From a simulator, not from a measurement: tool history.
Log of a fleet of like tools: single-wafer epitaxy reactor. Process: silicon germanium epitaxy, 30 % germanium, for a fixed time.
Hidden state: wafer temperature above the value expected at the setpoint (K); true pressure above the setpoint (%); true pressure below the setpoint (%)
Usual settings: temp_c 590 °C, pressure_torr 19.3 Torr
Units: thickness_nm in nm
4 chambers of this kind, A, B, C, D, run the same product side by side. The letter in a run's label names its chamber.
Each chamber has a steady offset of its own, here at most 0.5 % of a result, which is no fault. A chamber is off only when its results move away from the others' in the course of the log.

| run | hour | temp_c | pressure_torr | hours since the last pyrometer calibration | hours since the last manometer calibration | read-back reference wafer on the same gauge, thickness_nm | thickness_nm |
|---|---|---|---|---|---|---|---|
| 1B | 5.4 | 590 | 19.3 | 594.1 | 712.4 | 39.189 | 48.233 |
| 2A | 10.5 | 590 | 19.3 | 1714.7 | 1782 | 39.217 | 48.244 |
| 3D | 15.4 | 590 | 19.3 | 1545.2 | 2427.5 | 39.196 | 48.418 |
| 4C | 21.8 | 590 | 19.3 | 880.6 | 842.5 | 39.211 | 48.451 |
| 5C | 26.8 | 590 | 19.3 | 885.6 | 847.5 | 39.196 | 48.35 |
| 6D | 30.1 | 604 | 19.3 | 1559.9 | 2442.2 | 39.2 | 62.433 |
| 7B | 35.2 | 604 | 19.3 | 623.9 | 742.2 | 39.213 | 61.809 |
| 8A | 42.1 | 604 | 19.3 | 1746.3 | 1813.6 | 39.193 | 62.427 |
| 9A | 48.9 | 604 | 19.3 | 1753.1 | 1820.4 | 39.194 | 62.324 |
| 10D | 53.5 | 590 | 19.3 | 1583.3 | 2465.6 | 39.196 | 48.364 |
| 11B | 57.3 | 590 | 19.3 | 646 | 764.3 | 39.189 | 48.248 |
| 12C | 63.4 | 590 | 19.3 | 922.2 | 884.1 | 39.197 | 48.52 |
| 13C | 70.6 | 590 | 19.3 | 929.4 | 891.3 | 39.199 | 48.368 |
| 14B | 76.3 | 590 | 19.3 | 665 | 783.3 | 39.198 | 48.207 |
| 15A | 80.2 | 590 | 19.3 | 1784.4 | 1851.7 | 39.199 | 48.279 |
| 16D | 84.3 | 578 | 15.9 | 1614.1 | 2496.4 | 39.191 | 35.747 |
| 17D | 91.6 | 578 | 15.9 | 1621.4 | 2503.7 | 39.196 | 35.786 |
| 18B | 95 | 578 | 15.9 | 683.7 | 802 | 39.183 | 35.691 |
| 19A | 102.2 | 578 | 15.9 | 1806.4 | 1873.7 | 39.184 | 35.73 |
| 20C | 105.6 | 590 | 19.3 | 964.4 | 926.3 | 39.187 | 48.32 |
| 21D | 111.7 | 590 | 19.3 | 1641.5 | 2523.8 | 39.216 | 48.554 |
| 22B | 115.2 | 581 | 19.3 | 703.9 | 822.2 | 39.191 | 40.663 |
| 23C | 119.9 | 581 | 19.3 | 978.7 | 940.6 | 39.194 | 40.872 |
| 24A | 125.6 | 581 | 19.3 | 1829.8 | 1897.1 | 39.189 | 41.011 |
| 25A | 130.6 | 581 | 19.3 | 1834.8 | 1902.1 | 39.192 | 40.937 |
| 26D | 138.1 | 590 | 19.3 | 1667.9 | 2550.2 | 39.196 | 48.305 |
| 27C | 142.6 | 590 | 19.3 | 1001.4 | 963.3 | 39.172 | 48.38 |
| 28B | 150.1 | 590 | 19.3 | 738.8 | 857.1 | 39.181 | 48.149 |
| 29A | 153.8 | 590 | 19.3 | 1858 | 1925.3 | 39.215 | 48.202 |
|  | 154.6 | chamber D: pyrometer calibrated |
| 30D | 157.1 | 577 | 19.3 | 2.6 | 2569.2 | 39.229 | 37.89 |
| 31C | 163.2 | 577 | 19.3 | 1022 | 983.9 | 39.18 | 37.884 |
| 32B | 166.5 | 577 | 19.3 | 755.2 | 873.5 | 39.191 | 37.759 |
| 33C | 173.8 | 577 | 19.3 | 1032.6 | 994.5 | 39.221 | 37.95 |
| 34B | 177.1 | 590 | 19.3 | 765.8 | 884.1 | 39.228 | 48.253 |
| 35A | 184.1 | 590 | 19.3 | 1888.3 | 1955.6 | 39.177 | 48.326 |
| 36D | 189.5 | 590 | 19.3 | 35 | 2601.6 | 39.199 | 48.488 |
| 37C | 196.3 | 590 | 19.3 | 1055.1 | 1017 | 39.189 | 48.479 |
| 38D | 200.3 | 590 | 19.3 | 45.8 | 2612.4 | 39.207 | 48.4 |
| 39B | 204.1 | 590 | 19.3 | 792.8 | 911.1 | 39.199 | 48.243 |
| 40A | 208.8 | 590 | 19.3 | 1913 | 1980.3 | 39.203 | 48.357 |
| 41C | 215.7 | 590 | 19.3 | 1074.5 | 1036.4 | 39.23 | 48.45 |
| 42D | 220.5 | 590 | 19.3 | 66 | 2632.6 | 39.229 | 48.377 |
|  | 224.1 | chamber A: pyrometer calibrated |
| 43A | 225.4 | 590 | 19.3 | 1.4 | 1996.9 | 39.19 | 48.416 |
| 44B | 228.8 | 590 | 19.3 | 817.5 | 935.8 | 39.203 | 47.976 |

What goes on in this fleet: one chamber off, a drifting gauge, or nothing beyond the chambers' own small offsets? Name the chamber and the cause, if any.

No chamber stands off beyond its own small offset, and the gauge holds steady.
